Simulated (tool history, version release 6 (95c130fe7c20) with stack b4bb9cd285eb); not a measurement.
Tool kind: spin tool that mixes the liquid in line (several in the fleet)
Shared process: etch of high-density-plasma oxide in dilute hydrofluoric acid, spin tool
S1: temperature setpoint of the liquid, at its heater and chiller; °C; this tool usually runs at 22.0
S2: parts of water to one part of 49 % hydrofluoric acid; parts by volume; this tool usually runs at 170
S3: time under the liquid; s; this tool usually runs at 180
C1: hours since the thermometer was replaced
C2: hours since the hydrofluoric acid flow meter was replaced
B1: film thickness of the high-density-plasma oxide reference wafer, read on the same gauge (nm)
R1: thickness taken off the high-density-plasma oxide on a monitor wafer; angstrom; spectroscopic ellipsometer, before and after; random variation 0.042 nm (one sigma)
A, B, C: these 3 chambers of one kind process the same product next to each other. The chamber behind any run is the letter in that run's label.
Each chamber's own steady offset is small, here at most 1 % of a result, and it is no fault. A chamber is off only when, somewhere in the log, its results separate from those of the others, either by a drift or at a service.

run   hour    S1   S2   S3      C1     C2      B1       R1
 1A    3.1  22.0  170  180   303.3  290.3  30.001   47.361
 2B    6.3  22.0  170  180   307.1   43.4  29.981   46.115
 3C    8.9  22.0  170  180  1968.2   12.5  29.987   45.319
 4B   13.9  22.0  170  180   314.7   51.0  29.999   46.342
 5C   18.1  22.0  170  180  1977.4   21.7  29.983   46.070
 6A   22.4  22.0  170  180   322.6  309.6  30.001   46.420
 7C   26.0  22.0  170  180  1985.3   29.6  30.003   46.407
 8A   30.4  22.0  250  180   330.6  317.6  30.006   29.359
 9B   33.9  22.0  250  180   334.7   71.0  30.000   29.133
10A   37.1  22.0  250  180   337.3  324.3  30.027   29.233
11B   41.0  22.0  170  180   341.8   78.1  30.004   45.989
12C   45.1  22.0  170  180  2004.4   48.7  29.980   46.396
13B   50.4  22.0  170  180   351.2   87.5  29.974   47.221
14A   53.0  17.5  170  180   353.2  340.2  29.995   39.109
15C   57.9  17.5  170  180  2017.2   61.5  29.987   38.966
16C   60.3  17.5  170  180  2019.6   63.9  29.996   38.959
17B   63.1  22.0  170  180   363.9  100.2  30.016   46.425
18A   68.0  22.0  170  180   368.2  355.2  30.009   47.035
19C   71.3  22.0  170  180  2030.6   74.9  29.983   45.703
20B   74.5  22.0  170  180   375.3  111.6  30.009   47.078
21A   79.4  22.0  170  180   379.6  366.6  29.987   46.821
22A   83.3  22.0  170  180   383.5  370.5  29.983   47.187
23B   85.8  22.0  170  180   386.6  122.9  30.010   46.090
24C   88.7  22.0  170  180  2048.0   92.3  30.029   46.036
25C   93.6  22.0  170  180  2052.9   97.2  30.015   46.209
26B   96.7  22.0  170  180   397.5  133.8  29.988   45.737
27A   99.2  22.0  170  180   399.4  386.4  30.014   47.915
28B  101.6  22.0  170  180   402.4  138.7  29.981   45.921
29A  105.8  22.0  170  180   406.0  393.0  30.004   47.802
30C  109.0  22.0  170  180  2068.3  112.6  29.995   45.983
31C  112.3  22.0  170  180  2071.6  115.9  30.013   46.607
32A  116.2  22.0  170  180   416.4  403.4  29.988   48.566
33B  120.9  22.0  170  180   421.7  158.0  30.004   46.129
34B  124.5  22.0  105  245   425.3  161.6  30.004  110.160
35C  129.5  22.0  105  245  2088.8  133.1  30.018  110.560
36A  132.5  22.0  105  245   432.7  419.7  29.972  115.930
37B  135.9  22.0  170  180   436.7  173.0  30.002   46.951
38A  140.4  22.0  170  180   440.6  427.6  30.025   49.509
39C  144.5  22.0  170  180  2103.8  148.1  30.007   46.245
40C  149.5  22.0  170  180  2108.8  153.1  29.998   46.602

One chamber off, gauge drift, or nothing amiss beyond the chambers' own small offsets? If it is a chamber, which one, and what is the likeliest cause?

One chamber, A, drifts off from the rest bit by bit.
Most likely cause: hydrofluoric acid flow above the setpoint (%) = 5.76.
With only this log, it may be confused with: liquid hotter than its thermometer reads (K).

Which of the 4 candidates below, each the usual settings with something changed and its results left as question marks, puts chamber A back in line with what the other chambers give on the usual settings?
In line here means within this much of the mean the other chambers give on the usual settings: R1 1.500 angstrom
41A-1  153.3  22.5  170  200               ?
41A-2  153.3  22.0  180  170               ?
41A-3  153.3  22.0  175  175               ?
41A-4  153.3  22.0  160  180               ?

Average result of the remaining chambers running the usual settings: R1 46.219 angstrom
  run      R1
41A-1  56.138
41A-2  43.803
41A-3  46.593
41A-4  53.141
The right change is 41A-3: it brings the chamber back within the allowed miss of the others.
